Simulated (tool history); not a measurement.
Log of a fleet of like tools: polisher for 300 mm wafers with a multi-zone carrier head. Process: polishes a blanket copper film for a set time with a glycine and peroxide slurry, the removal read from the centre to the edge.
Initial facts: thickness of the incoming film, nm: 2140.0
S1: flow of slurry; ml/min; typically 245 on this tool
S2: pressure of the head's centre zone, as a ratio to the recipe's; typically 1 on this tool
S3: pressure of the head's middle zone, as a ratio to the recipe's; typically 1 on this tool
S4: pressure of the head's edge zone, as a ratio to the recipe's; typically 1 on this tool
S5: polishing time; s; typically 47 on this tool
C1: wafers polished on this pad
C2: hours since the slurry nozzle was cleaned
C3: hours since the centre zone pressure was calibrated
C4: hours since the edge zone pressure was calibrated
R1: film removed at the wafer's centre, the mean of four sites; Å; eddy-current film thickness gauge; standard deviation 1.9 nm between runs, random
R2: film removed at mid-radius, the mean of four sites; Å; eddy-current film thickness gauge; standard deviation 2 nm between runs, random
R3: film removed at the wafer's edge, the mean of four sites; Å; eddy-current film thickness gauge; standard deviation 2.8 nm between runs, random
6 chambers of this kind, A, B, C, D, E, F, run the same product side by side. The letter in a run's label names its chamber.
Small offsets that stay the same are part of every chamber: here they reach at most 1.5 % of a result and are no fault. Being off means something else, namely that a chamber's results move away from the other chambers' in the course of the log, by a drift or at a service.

-- hour=0.5 chamber C: worn pad replaced by a new one
run 1B hour=4.7 | S1=245 S2=1 S3=1 S4=1 S5=47 | C1=380 C2=285.9 C3=1013 C4=203.9 | R1=2371.5 R2=2361.5 R3=2329.1
-- hour=8.9 chamber A: edge zone pressure recalibrated
run 2F hour=11.2 | S1=245 S2=1 S3=1 S4=1 S5=47 | C1=432 C2=380.4 C3=361.8 C4=813.8 | R1=2370 R2=2348.2 R3=2353.2
run 3E hour=17.1 | S1=245 S2=1 S3=1 S4=1 S5=47 | C1=332 C2=171.3 C3=27.3 C4=254 | R1=2347.6 R2=2355.5 R3=2416.7
-- hour=17.6 chamber A: slurry nozzle cleaned
run 4D hour=21.2 | S1=245 S2=1 S3=1 S4=1 S5=47 | C1=825 C2=350.4 C3=783.3 C4=196.2 | R1=2350.2 R2=2351.1 R3=2356.1
run 5A hour=27.6 | S1=245 S2=1 S3=1 S4=1 S5=47 | C1=543 C2=10 C3=642.7 C4=18.7 | R1=2387.6 R2=2367.5 R3=2385.4
-- hour=29.6 chamber D: slurry nozzle cleaned
run 6C hour=32.5 | S1=245 S2=1 S3=1 S4=1 S5=47 | C1=320 C2=180 C3=644.6 C4=79.4 | R1=2399.1 R2=2376.7 R3=2377.4
-- hour=32.7 chamber F: slurry nozzle cleaned
run 7A hour=38.9 | S1=245 S2=1 S3=1 S4=1 S5=47 | C1=656 C2=21.3 C3=654 C4=30 | R1=2412.9 R2=2369.1 R3=2357.6
run 8D hour=45.3 | S1=245 S2=1 S3=1 S4=1 S5=47 | C1=1066 C2=15.8 C3=807.4 C4=220.3 | R1=2326.7 R2=2346.1 R3=2397.8
-- hour=49 chamber D: worn pad replaced by a new one
run 9C hour=51.9 | S1=245 S2=1 S3=1 S4=1 S5=47 | C1=514 C2=199.4 C3=664 C4=98.8 | R1=2380.6 R2=2365.8 R3=2379.8
-- hour=56.6 chamber D: centre zone pressure recalibrated
run 10E hour=56.9 | S1=245 S2=1 S3=1 S4=1 S5=47 | C1=730 C2=211.1 C3=67.1 C4=293.8 | R1=2393.8 R2=2385.5 R3=2375.5
run 11B hour=60.1 | S1=245 S2=1 S3=1 S4=1 S5=47 | C1=934 C2=341.3 C3=1068.4 C4=259.3 | R1=2300.2 R2=2305.1 R3=2288.7
run 12F hour=66.2 | S1=245 S2=1 S3=1 S4=1 S5=47 | C1=983 C2=33.6 C3=416.8 C4=868.8 | R1=2332.1 R2=2400.2 R3=2386.9
run 13E hour=70 | S1=245 S2=1 S3=1 S4=1 S5=47 | C1=861 C2=224.2 C3=80.2 C4=306.9 | R1=2342.4 R2=2370.9 R3=2389.3
-- hour=70.3 chamber E: worn pad replaced by a new one
run 14A hour=73 | S1=245 S2=1 S3=1 S4=1 S5=47 | C1=997 C2=55.4 C3=688.1 C4=64.1 | R1=2379.1 R2=2343.9 R3=2341.4
-- hour=77.5 chamber F: worn pad replaced by a new one
-- hour=78.6 chamber E: edge zone pressure recalibrated
run 15B hour=78.7 | S1=245 S2=1 S3=1 S4=1 S5=47 | C1=1120 C2=359.9 C3=1087 C4=277.9 | R1=2319.6 R2=2267.3 R3=2305.7
run 16D hour=84.3 | S1=245 S2=1 S3=1 S4=1 S5=47 | C1=353 C2=54.8 C3=27.8 C4=259.3 | R1=2357.7 R2=2375.5 R3=2342.1
run 17C hour=89 | S1=245 S2=1 S3=1 S4=1 S5=47 | C1=886 C2=236.5 C3=701.1 C4=135.9 | R1=2398.6 R2=2405 R3=2358.4
run 18F hour=93.7 | S1=245 S2=1 S3=1 S4=1 S5=47 | C1=162 C2=61.1 C3=444.3 C4=896.3 | R1=2342.6 R2=2370 R3=2374.2
run 19B hour=98.5 | S1=245 S2=1 S3=1 S4=1 S5=47 | C1=1318 C2=379.7 C3=1106.8 C4=297.7 | R1=2287.9 R2=2259 R3=2261.9
run 20A hour=102.4 | S1=245 S2=1 S3=1 S4=1 S5=47 | C1=1291 C2=84.8 C3=717.5 C4=93.5 | R1=2378.3 R2=2350.5 R3=2354
-- hour=105 chamber A: worn pad replaced by a new one
run 21D hour=107.2 | S1=245 S2=1 S3=1 S4=1 S5=47 | C1=582 C2=77.7 C3=50.7 C4=282.2 | R1=2377 R2=2345.5 R3=2409.8
run 22C hour=111.7 | S1=245 S2=1 S3=1 S4=1 S5=47 | C1=1113 C2=259.2 C3=723.8 C4=158.6 | R1=2404.9 R2=2380.7 R3=2332.1
run 23E hour=116.3 | S1=185 S2=1 S3=0.89 S4=1 S5=47 | C1=460 C2=270.5 C3=126.5 C4=37.8 | R1=2293.2 R2=2060.7 R3=2377.8
run 24F hour=122.1 | S1=185 S2=1 S3=0.89 S4=1 S5=47 | C1=446 C2=89.5 C3=472.7 C4=924.7 | R1=2246.7 R2=2073.2 R3=2297.6
-- hour=124.1 chamber C: worn pad replaced by a new one
run 25E hour=127.9 | S1=185 S2=1 S3=0.89 S4=1 S5=47 | C1=576 C2=282.1 C3=138.1 C4=49.4 | R1=2253.4 R2=2036.9 R3=2320.2
run 26A hour=133.8 | S1=185 S2=1 S3=0.89 S4=1 S5=47 | C1=289 C2=116.2 C3=748.9 C4=124.9 | R1=2302.3 R2=2052.3 R3=2280.7
run 27F hour=139 | S1=185 S2=1 S3=0.89 S4=1 S5=47 | C1=615 C2=106.4 C3=489.6 C4=941.6 | R1=2253 R2=2061.4 R3=2347.1
run 28C hour=143.2 | S1=185 S2=1 S3=0.89 S4=1 S5=47 | C1=191 C2=290.7 C3=755.3 C4=190.1 | R1=2314.2 R2=2045 R3=2292.4
run 29D hour=146.9 | S1=245 S2=1 S3=1 S4=1 S5=47 | C1=979 C2=117.4 C3=90.4 C4=321.9 | R1=2317.8 R2=2355 R3=2374.1
-- hour=151.3 chamber B: centre zone pressure recalibrated
run 30B hour=152.3 | S1=245 S2=1 S3=1 S4=1 S5=47 | C1=1857 C2=433.5 C3=1 C4=351.5 | R1=2216.8 R2=2244.6 R3=2194.3
-- hour=152.7 chamber B: edge zone pressure recalibrated
run 31F hour=158.5 | S1=245 S2=1 S3=1 S4=1 S5=47 | C1=810 C2=125.9 C3=509.1 C4=961.1 | R1=2357.1 R2=2375.6 R3=2373.4
run 32C hour=162.4 | S1=245 S2=1 S3=1 S4=1 S5=47 | C1=383 C2=309.9 C3=774.5 C4=209.3 | R1=2404.6 R2=2361.7 R3=2320.8
-- hour=165.3 chamber E: worn pad replaced by a new one
run 33B hour=168.7 | S1=245 S2=1 S3=1 S4=1 S5=47 | C1=2021 C2=449.9 C3=17.4 C4=16.1 | R1=2166.8 R2=2174.9 R3=2170.9
run 34D hour=173 | S1=245 S2=1 S3=1 S4=1 S5=47 | C1=1240 C2=143.5 C3=116.5 C4=348 | R1=2364.7 R2=2361 R3=2378.2
run 35E hour=176.6 | S1=245 S2=1 S3=1 S4=1 S5=47 | C1=113 C2=330.8 C3=186.8 C4=98.1 | R1=2366.7 R2=2356.1 R3=2349.9
run 36A hour=180.4 | S1=245 S2=1 S3=1 S4=1 S5=47 | C1=755 C2=162.8 C3=795.5 C4=171.5 | R1=2401.4 R2=2358.6 R3=2361.3
run 37D hour=184.7 | S1=245 S2=1 S3=1 S4=1 S5=47 | C1=1357 C2=155.2 C3=128.2 C4=359.7 | R1=2355.3 R2=2367.1 R3=2379.8

Is one chamber out of step, is the gauge drifting, or do the chambers differ by no more than their own small offsets? For an off chamber, give its letter and the likeliest cause.

Little by little, chamber B moves away from the other chambers.
Cause: removal rate lost through wear of the pad, % = 8.58.
With only this log, it may be confused with: slurry flow missing at the pad, %.

Below are 4 candidate recipes for chamber B's next run, each the usual settings with a change, their results shown as question marks. Which of them brings B's results back in line with what the other chambers give on the usual settings?
In line means no further than this from the other chambers' mean on the usual settings: R1 67 Å; R2 71 Å; R3 98 Å
run 38B-1 hour=189.6 | S1=245 S2=1 S3=1 S4=0.99 S5=43 | R1=? R2=? R3=?
run 38B-2 hour=189.6 | S1=240 S2=1 S3=1 S4=0.99 S5=39 | R1=? R2=? R3=?
run 38B-3 hour=189.6 | S1=245 S2=1 S3=1 S4=1.01 S5=52 | R1=? R2=? R3=?
run 38B-4 hour=189.6 | S1=250 S2=0.99 S3=1.01 S4=1.01 S5=57 | R1=? R2=? R3=?

What the other chambers average on the usual settings: R1 2369.1 Å; R2 2369.3 Å; R3 2367.4 Å
run=38B-1 R1=1984.3 R2=1976.8 R3=1948.2
run=38B-2 R1=1794.5 R2=1788.2 R3=1763.5
run=38B-3 R1=2399.6 R2=2390.4 R3=2381.2
run=38B-4 R1=2608.5 R2=2651.2 R3=2614.7
The right change is 38B-3: it brings the chamber back within the allowed miss of the others.
